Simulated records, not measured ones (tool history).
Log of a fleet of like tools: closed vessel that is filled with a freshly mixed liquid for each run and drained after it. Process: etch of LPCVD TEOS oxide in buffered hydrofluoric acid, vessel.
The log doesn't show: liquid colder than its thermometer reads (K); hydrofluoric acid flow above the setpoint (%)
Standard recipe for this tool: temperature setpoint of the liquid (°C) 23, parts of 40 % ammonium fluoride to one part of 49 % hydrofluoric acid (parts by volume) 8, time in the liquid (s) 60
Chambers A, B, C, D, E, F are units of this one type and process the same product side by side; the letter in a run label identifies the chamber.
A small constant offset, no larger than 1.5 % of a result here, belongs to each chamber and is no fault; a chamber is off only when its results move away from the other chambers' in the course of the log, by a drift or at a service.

| run | day | temperature setpoint of the liquid (°C) | parts of 40 % ammonium fluoride to one part of 49 % hydrofluoric acid (parts by volume) | time in the liquid (s) | hours since the thermometer was replaced | hours since the hydrofluoric acid flow meter was replaced | read-back film thickness of the LPCVD TEOS oxide reference wafer, read on the same gauge (nm) | thickness taken off the LPCVD TEOS oxide on a monitor wafer (nm) |
|---|---|---|---|---|---|---|---|---|
| 1A | 0.5 | 23 | 8 | 60 | 2184 | 405.3 | 50.006 | 163.98 |
|  | 0.767 | chamber A: hydrofluoric acid flow meter replaced |
| 2D | 0.833 | 23 | 8 | 60 | 563.3 | 653.9 | 50.006 | 163.53 |
| 3F | 1.383 | 23 | 8 | 60 | 1149.8 | 776.8 | 49.975 | 163.13 |
| 4E | 1.988 | 23 | 8 | 60 | 240.2 | 1497.2 | 49.988 | 164.08 |
| 5C | 2.571 | 23 | 8 | 30 | 358.6 | 879.9 | 50.027 | 81.625 |
| 6B | 3.162 | 23 | 8 | 30 | 236.6 | 289 | 49.986 | 82.616 |
| 7E | 3.592 | 23 | 8 | 30 | 278.7 | 1535.7 | 50.019 | 82.194 |
| 8D | 4.004 | 23 | 8 | 30 | 639.4 | 730 | 50.003 | 82.214 |
| 9C | 4.446 | 23 | 8 | 30 | 403.6 | 924.9 | 50.019 | 81.601 |
| 10A | 5 | 23 | 8 | 30 | 2292 | 101.7 | 50.006 | 82.751 |
|  | 5.217 | chamber E: hydrofluoric acid flow meter replaced |
| 11B | 5.371 | 19.5 | 9.5 | 60 | 289.6 | 342 | 50 | 116.61 |
| 12F | 5.646 | 19.5 | 9.5 | 60 | 1252.1 | 879.1 | 49.991 | 114.39 |
| 13D | 6.15 | 19.5 | 9.5 | 60 | 690.9 | 781.5 | 50.022 | 114.53 |
| 14C | 6.554 | 19.5 | 9.5 | 60 | 454.2 | 975.5 | 50.025 | 114.32 |
| 15F | 6.908 | 19.5 | 9.5 | 60 | 1282.4 | 909.4 | 50.006 | 113.64 |
| 16B | 7.196 | 19.5 | 9.5 | 60 | 333.4 | 385.8 | 50.013 | 115.65 |
| 17E | 7.567 | 23 | 8 | 60 | 374.1 | 56.5 | 50.003 | 164.88 |
| 18A | 8.004 | 23 | 8 | 60 | 2364.1 | 173.8 | 49.991 | 166.85 |
| 19B | 8.571 | 23 | 8 | 60 | 366.4 | 418.8 | 50.01 | 163.7 |
|  | 8.933 | chamber B: hydrofluoric acid flow meter replaced |
| 20D | 9.042 | 23 | 8 | 60 | 760.3 | 850.9 | 49.999 | 162.05 |
| 21A | 9.625 | 23 | 8 | 60 | 2403 | 212.7 | 49.995 | 167.69 |
| 22C | 9.917 | 23 | 8 | 60 | 534.9 | 1056.2 | 50.016 | 162.11 |
| 23E | 10.262 | 23 | 8 | 60 | 438.8 | 121.2 | 50.003 | 164.63 |
| 24F | 10.529 | 23 | 8 | 60 | 1369.3 | 996.3 | 49.995 | 165.76 |
| 25B | 11.092 | 21.5 | 8 | 60 | 426.9 | 51.9 | 49.989 | 153.36 |
| 26D | 11.421 | 21.5 | 8 | 60 | 817.4 | 908 | 50.018 | 148.04 |
|  | 11.45 | chamber F: thermometer replaced |
| 27A | 11.783 | 21.5 | 8 | 60 | 2454.8 | 264.5 | 50 | 152.33 |
| 28C | 12.088 | 21.5 | 8 | 60 | 587 | 1108.3 | 50.006 | 150.62 |
| 29E | 12.571 | 21.5 | 8 | 60 | 494.2 | 176.6 | 49.986 | 153.48 |
| 30F | 12.996 | 21.5 | 8 | 60 | 37.2 | 1055.5 | 49.99 | 150.18 |
| 31A | 13.538 | 23 | 8 | 60 | 2496.9 | 306.6 | 50.005 | 165.65 |
| 32D | 14.046 | 23 | 8 | 45 | 880.4 | 971 | 49.978 | 119.38 |
| 33E | 14.475 | 23 | 8 | 45 | 539.9 | 222.3 | 50.013 | 122.72 |
| 34F | 14.858 | 23 | 8 | 45 | 81.9 | 1100.2 | 50.001 | 123.02 |
| 35C | 15.404 | 23 | 8 | 45 | 666.6 | 1187.9 | 49.991 | 123.55 |
| 36B | 16.012 | 23 | 8 | 45 | 545 | 170 | 50.005 | 123.84 |
| 37E | 16.442 | 23 | 8 | 45 | 587.1 | 269.5 | 49.981 | 124.6 |

Is one chamber out of step, is the gauge drifting, or do the chambers differ by no more than their own small offsets? For an off chamber, give its letter and the likeliest cause.

Little by little, chamber D moves away from the other chambers.
Most likely cause: liquid colder than its thermometer reads (K) = 0.855.
With only this log, it may be confused with: hydrofluoric acid flow below the setpoint (%).

Chamber D could run next with any of the 4 candidate recipes listed below; each alters the usual settings, and their results appear as question marks. Which one brings its results back in line with what the other chambers deliver on the usual settings?
To be in line, a result may differ from the other chambers' mean on the usual settings by at most: thickness taken off the LPCVD TEOS oxide on a monitor wafer (nm) 4.3
| 38D-1 | 16.879 | 22 | 8 | 60 |  |  |  | ? |
| 38D-2 | 16.879 | 22.5 | 8.5 | 60 |  |  |  | ? |
| 38D-3 | 16.879 | 23.5 | 8 | 65 |  |  |  | ? |
| 38D-4 | 16.879 | 24 | 8 | 60 |  |  |  | ? |

Average result of the remaining chambers running the usual settings: thickness taken off the LPCVD TEOS oxide on a monitor wafer (nm) 164.37
| run | thickness taken off the LPCVD TEOS oxide on a monitor wafer (nm) |
|---|---|
| 38D-1 | 148.26 |
| 38D-2 | 142.96 |
| 38D-3 | 174.69 |
| 38D-4 | 165.83 |
38D-4 puts the chamber back in line with the other chambers.

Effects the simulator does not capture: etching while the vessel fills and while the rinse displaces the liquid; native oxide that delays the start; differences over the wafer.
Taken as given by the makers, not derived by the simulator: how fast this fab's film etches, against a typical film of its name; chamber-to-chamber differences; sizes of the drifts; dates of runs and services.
